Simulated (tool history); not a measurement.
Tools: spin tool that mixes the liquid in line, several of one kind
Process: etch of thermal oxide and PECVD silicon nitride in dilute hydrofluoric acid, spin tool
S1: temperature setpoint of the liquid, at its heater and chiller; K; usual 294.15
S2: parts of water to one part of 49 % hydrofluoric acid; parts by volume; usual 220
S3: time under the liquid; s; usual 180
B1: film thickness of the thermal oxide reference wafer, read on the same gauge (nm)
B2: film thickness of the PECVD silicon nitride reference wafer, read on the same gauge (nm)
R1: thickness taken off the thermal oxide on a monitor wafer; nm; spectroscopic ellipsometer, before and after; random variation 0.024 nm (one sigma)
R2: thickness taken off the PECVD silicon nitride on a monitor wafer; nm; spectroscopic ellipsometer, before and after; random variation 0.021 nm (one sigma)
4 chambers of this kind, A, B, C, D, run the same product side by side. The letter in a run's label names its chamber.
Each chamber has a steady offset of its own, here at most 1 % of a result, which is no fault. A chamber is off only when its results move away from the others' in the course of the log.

run,hour,S1,S2,S3,B1,B2,R1,R2
1D,8.4,294.15,220,180,100.05,29.969,2.9382,1.1464
# hour 13.3: chamber D: hydrofluoric acid flow meter replaced
2A,14,294.15,220,180,100.05,30.012,2.9513,1.1554
3C,23.8,294.15,220,180,100.01,30.007,2.964,1.162
4B,33.3,294.15,220,180,99.974,30.042,2.8912,1.1863
5B,43.7,294.15,220,180,99.996,30.014,2.9204,1.1592
6D,52.6,291.65,220,215,100.05,30.012,3.1858,1.1885
7C,62.2,291.65,220,215,100.01,29.955,3.2143,1.1487
8A,69.5,291.65,220,215,100,30.03,3.2583,1.1924
9A,78.8,291.65,220,215,100.02,30.001,3.2114,1.1881
# hour 79.8: chamber C: thermometer replaced
10B,88.8,294.15,220,180,100.04,30.039,2.9053,1.1686
11D,96.3,294.15,220,180,99.975,29.971,2.9773,1.1619
12C,102.2,294.15,220,180,99.966,30.005,2.968,1.1674
13D,110.2,294.15,220,180,100.03,29.982,2.9803,1.1696
14C,117.3,294.15,220,180,99.998,30.018,2.9686,1.1576
15B,126.4,294.15,220,180,99.945,30.047,2.9398,1.1404
16A,135.2,294.15,220,180,99.999,30.003,2.9759,1.1221
17A,140.8,294.15,220,180,99.945,29.984,2.9547,1.1193
18B,152.3,294.15,220,180,100.02,30.026,2.9156,1.1575
# hour 152.7: chamber D: thermometer replaced
19D,157.9,294.15,220,180,100.01,29.997,2.9544,1.161
20C,168.7,294.15,220,180,99.97,29.99,3.0098,1.2028
21A,178.1,294.15,220,180,99.98,29.99,2.9229,1.126
22B,185.1,294.15,220,180,100,30.021,2.9378,1.1617
# hour 194.5: chamber B: hydrofluoric acid flow meter replaced
23C,195.2,294.15,220,180,99.968,29.99,2.9704,1.1894
24D,204.2,294.15,220,180,99.971,29.985,2.9405,1.1794
25B,209.9,294.15,220,180,100.02,29.952,2.9796,1.1685
26C,220.9,294.15,220,180,100.02,29.991,2.9859,1.1692
27D,228.1,294.15,220,180,100.07,29.995,2.9808,1.1798
28A,236.3,294.15,220,180,100,30.019,2.8376,1.0889
29B,246.4,294.15,220,180,99.954,30.035,2.9464,1.1696
30A,255.7,294.15,220,180,99.987,29.986,2.8037,1.07
31C,261.3,294.15,220,180,99.975,29.954,3.0133,1.189
32D,271.5,294.15,220,180,99.99,29.997,2.9838,1.2105
33C,276.8,294.15,220,180,99.966,30.011,2.9669,1.1573
34D,285.5,294.15,220,180,99.973,29.993,3.0398,1.1718
35A,292,294.15,220,180,100.01,29.988,2.8243,1.0696
36B,302.8,294.15,220,180,100.02,30.061,2.9039,1.1455
37D,312.4,294.15,220,180,100.01,29.969,3.0257,1.1519
38C,318.1,294.15,220,180,99.987,29.94,2.9747,1.1767
39A,325.9,294.15,220,180,99.999,30.001,2.7843,1.0276
40B,332.7,294.15,220,180,100.01,30.033,2.9616,1.1581
41C,342.1,294.15,115,230,99.972,29.983,8.0278,2.7393

All 4 chambers run these settings next. Forecast each chamber's results:
42A,350.5,294.15,175,180,,,?,?
42B,350.5,294.15,175,180,,,?,?
42C,350.5,294.15,175,180,,,?,?
42D,350.5,294.15,175,180,,,?,?

run,R1,R2
42A,3.6439,1.2608
42B,3.9028,1.4245
42C,3.8846,1.4436
42D,3.8775,1.4578
